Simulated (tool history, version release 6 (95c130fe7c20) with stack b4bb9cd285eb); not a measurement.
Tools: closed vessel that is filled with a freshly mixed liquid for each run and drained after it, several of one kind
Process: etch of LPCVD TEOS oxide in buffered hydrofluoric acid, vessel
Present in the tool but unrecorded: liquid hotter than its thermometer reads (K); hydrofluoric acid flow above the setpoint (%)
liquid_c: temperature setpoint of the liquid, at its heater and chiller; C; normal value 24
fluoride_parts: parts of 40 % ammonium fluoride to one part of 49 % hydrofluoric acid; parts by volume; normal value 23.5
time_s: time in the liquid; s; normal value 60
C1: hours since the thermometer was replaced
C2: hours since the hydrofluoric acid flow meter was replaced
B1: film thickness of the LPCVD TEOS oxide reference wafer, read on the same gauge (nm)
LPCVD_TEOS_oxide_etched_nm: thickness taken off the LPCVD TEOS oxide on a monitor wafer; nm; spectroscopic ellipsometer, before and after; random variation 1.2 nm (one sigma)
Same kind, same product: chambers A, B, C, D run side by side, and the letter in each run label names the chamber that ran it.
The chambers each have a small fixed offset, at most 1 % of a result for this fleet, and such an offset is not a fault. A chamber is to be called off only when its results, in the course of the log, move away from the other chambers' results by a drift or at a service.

Run 1D, hour 5.5: usual settings; C1 1910.6; C2 907.4; B1 139.98. Result: LPCVD_TEOS_oxide_etched_nm 137.67 nm.
Run 2B, hour 11.4: usual settings; C1 1799.2; C2 214.2; B1 140.01. Result: LPCVD_TEOS_oxide_etched_nm 136.71 nm.
Run 3A, hour 21.6: usual settings; C1 662.2; C2 1683.2; B1 140.01. Result: LPCVD_TEOS_oxide_etched_nm 140.21 nm.
Run 4C, hour 27: usual settings; C1 1572.7; C2 1372.7; B1 140. Result: LPCVD_TEOS_oxide_etched_nm 137.44 nm.
Run 5A, hour 32.6: usual settings; C1 673.2; C2 1694.2; B1 140. Result: LPCVD_TEOS_oxide_etched_nm 139.55 nm.
Run 6D, hour 42.2: usual settings; C1 1947.3; C2 944.1; B1 139.98. Result: LPCVD_TEOS_oxide_etched_nm 135.28 nm.
Run 7B, hour 47: usual settings; C1 1834.8; C2 249.8; B1 140. Result: LPCVD_TEOS_oxide_etched_nm 138.65 nm.
Run 8C, hour 54.2: usual settings; C1 1599.9; C2 1399.9; B1 139.99. Result: LPCVD_TEOS_oxide_etched_nm 139.39 nm.
Run 9B, hour 61.1: usual settings; C1 1848.9; C2 263.9; B1 139.98. Result: LPCVD_TEOS_oxide_etched_nm 136.33 nm.
Run 10D, hour 71.7: usual settings; C1 1976.8; C2 973.6; B1 140.02. Result: LPCVD_TEOS_oxide_etched_nm 136.78 nm.
Run 11C, hour 82.5: usual settings; C1 1628.2; C2 1428.2; B1 140.01. Result: LPCVD_TEOS_oxide_etched_nm 139.81 nm.
Run 12A, hour 88.9: usual settings but time_s 40 s; C1 729.5; C2 1750.5; B1 140.02. Result: LPCVD_TEOS_oxide_etched_nm 93.275 nm.
Run 13B, hour 96.1: usual settings but time_s 40 s; C1 1883.9; C2 298.9; B1 140. Result: LPCVD_TEOS_oxide_etched_nm 92.129 nm.
Run 14A, hour 105.4: usual settings but time_s 40 s; C1 746; C2 1767; B1 140. Result: LPCVD_TEOS_oxide_etched_nm 92.337 nm.
Run 15C, hour 113.6: usual settings but time_s 40 s; C1 1659.3; C2 1459.3; B1 140. Result: LPCVD_TEOS_oxide_etched_nm 93.484 nm.
Run 16D, hour 120.9: usual settings; C1 2026; C2 1022.8; B1 139.99. Result: LPCVD_TEOS_oxide_etched_nm 138.04 nm.
Run 17A, hour 127.1: usual settings; C1 767.7; C2 1788.7; B1 140.01. Result: LPCVD_TEOS_oxide_etched_nm 138.04 nm.
Run 18C, hour 133: usual settings; C1 1678.7; C2 1478.7; B1 139.99. Result: LPCVD_TEOS_oxide_etched_nm 141.48 nm.
At hour 139: chamber A: thermometer replaced.
Run 19D, hour 143.3: usual settings; C1 2048.4; C2 1045.2; B1 140.02. Result: LPCVD_TEOS_oxide_etched_nm 138.14 nm.
Run 20B, hour 152.5: usual settings; C1 1940.3; C2 355.3; B1 139.97. Result: LPCVD_TEOS_oxide_etched_nm 136.72 nm.
Run 21C, hour 162.1: usual settings; C1 1707.8; C2 1507.8; B1 139.99. Result: LPCVD_TEOS_oxide_etched_nm 142.62 nm.
Run 22B, hour 169.6: usual settings; C1 1957.4; C2 372.4; B1 139.99. Result: LPCVD_TEOS_oxide_etched_nm 137.12 nm.
Run 23A, hour 176.9: usual settings; C1 37.9; C2 1838.5; B1 140. Result: LPCVD_TEOS_oxide_etched_nm 139.29 nm.
Run 24D, hour 184.2: usual settings; C1 2089.3; C2 1086.1; B1 140. Result: LPCVD_TEOS_oxide_etched_nm 137.21 nm.
Run 25D, hour 190: usual settings; C1 2095.1; C2 1091.9; B1 139.99. Result: LPCVD_TEOS_oxide_etched_nm 138.5 nm.
Run 26C, hour 200.2: usual settings; C1 1745.9; C2 1545.9; B1 140.01. Result: LPCVD_TEOS_oxide_etched_nm 143.49 nm.
Run 27A, hour 208.5: usual settings but liquid_c 26.5 C; C1 69.5; C2 1870.1; B1 139.98. Result: LPCVD_TEOS_oxide_etched_nm 158.16 nm.
Run 28B, hour 214.8: usual settings but liquid_c 26.5 C; C1 2002.6; C2 417.6; B1 140. Result: LPCVD_TEOS_oxide_etched_nm 158.55 nm.
Run 29C, hour 221: usual settings but liquid_c 26.5 C; C1 1766.7; C2 1566.7; B1 140.01. Result: LPCVD_TEOS_oxide_etched_nm 163 nm.
Run 30D, hour 230: usual settings but liquid_c 26.5 C; C1 2135.1; C2 1131.9; B1 139.99. Result: LPCVD_TEOS_oxide_etched_nm 156.7 nm.
Run 31A, hour 236.3: usual settings; C1 97.3; C2 1897.9; B1 140. Result: LPCVD_TEOS_oxide_etched_nm 138.16 nm.
Run 32B, hour 242.4: usual settings; C1 2030.2; C2 445.2; B1 140.01. Result: LPCVD_TEOS_oxide_etched_nm 137.66 nm.
At hour 246.7: chamber D: thermometer replaced.
Run 33A, hour 247.5: usual settings; C1 108.5; C2 1909.1; B1 140.01. Result: LPCVD_TEOS_oxide_etched_nm 138.42 nm.
Run 34B, hour 252.3: usual settings; C1 2040.1; C2 455.1; B1 139.98. Result: LPCVD_TEOS_oxide_etched_nm 135.79 nm.
Run 35C, hour 259.8: usual settings but liquid_c 28.5 C, fluoride_parts 29 parts by volume; C1 1805.5; C2 1605.5; B1 139.98. Result: LPCVD_TEOS_oxide_etched_nm 161.14 nm.
Run 36D, hour 266.9: usual settings but liquid_c 28.5 C, fluoride_parts 29 parts by volume; C1 20.3; C2 1168.8; B1 140. Result: LPCVD_TEOS_oxide_etched_nm 150.74 nm.
Run 37D, hour 273.5: usual settings but liquid_c 28.5 C, fluoride_parts 29 parts by volume; C1 26.9; C2 1175.4; B1 139.99. Result: LPCVD_TEOS_oxide_etched_nm 151.59 nm.
Run 38C, hour 279: usual settings but liquid_c 28.5 C, fluoride_parts 29 parts by volume; C1 1824.7; C2 1624.7; B1 140.01. Result: LPCVD_TEOS_oxide_etched_nm 161.77 nm.
Run 39A, hour 287.8: usual settings; C1 148.8; C2 1949.4; B1 140. Result: LPCVD_TEOS_oxide_etched_nm 140.18 nm.
Run 40B, hour 293.1: usual settings; C1 2080.9; C2 495.9; B1 139.97. Result: LPCVD_TEOS_oxide_etched_nm 138.58 nm.
Run 41B, hour 303.2: usual settings; C1 2091; C2 506; B1 140.01. Result: LPCVD_TEOS_oxide_etched_nm 136.9 nm.
Run 42D, hour 313.1: usual settings but liquid_c 28.5 C, time_s 45 s; C1 66.5; C2 1215; B1 140.01. Result: LPCVD_TEOS_oxide_etched_nm 131.02 nm.

All chambers now run identical settings, listed one chamber a line with results as question marks. What results will each chamber show?
Run 43A, hour 320.8: usual settings. Result: LPCVD_TEOS_oxide_etched_nm ?.
Run 43B, hour 320.8: usual settings. Result: LPCVD_TEOS_oxide_etched_nm ?.
Run 43C, hour 320.8: usual settings. Result: LPCVD_TEOS_oxide_etched_nm ?.
Run 43D, hour 320.8: usual settings. Result: LPCVD_TEOS_oxide_etched_nm ?.

run  LPCVD_TEOS_oxide_etched_nm
43A                      138.12
43B                      137.05
43C                      151.37
43D                      137.94

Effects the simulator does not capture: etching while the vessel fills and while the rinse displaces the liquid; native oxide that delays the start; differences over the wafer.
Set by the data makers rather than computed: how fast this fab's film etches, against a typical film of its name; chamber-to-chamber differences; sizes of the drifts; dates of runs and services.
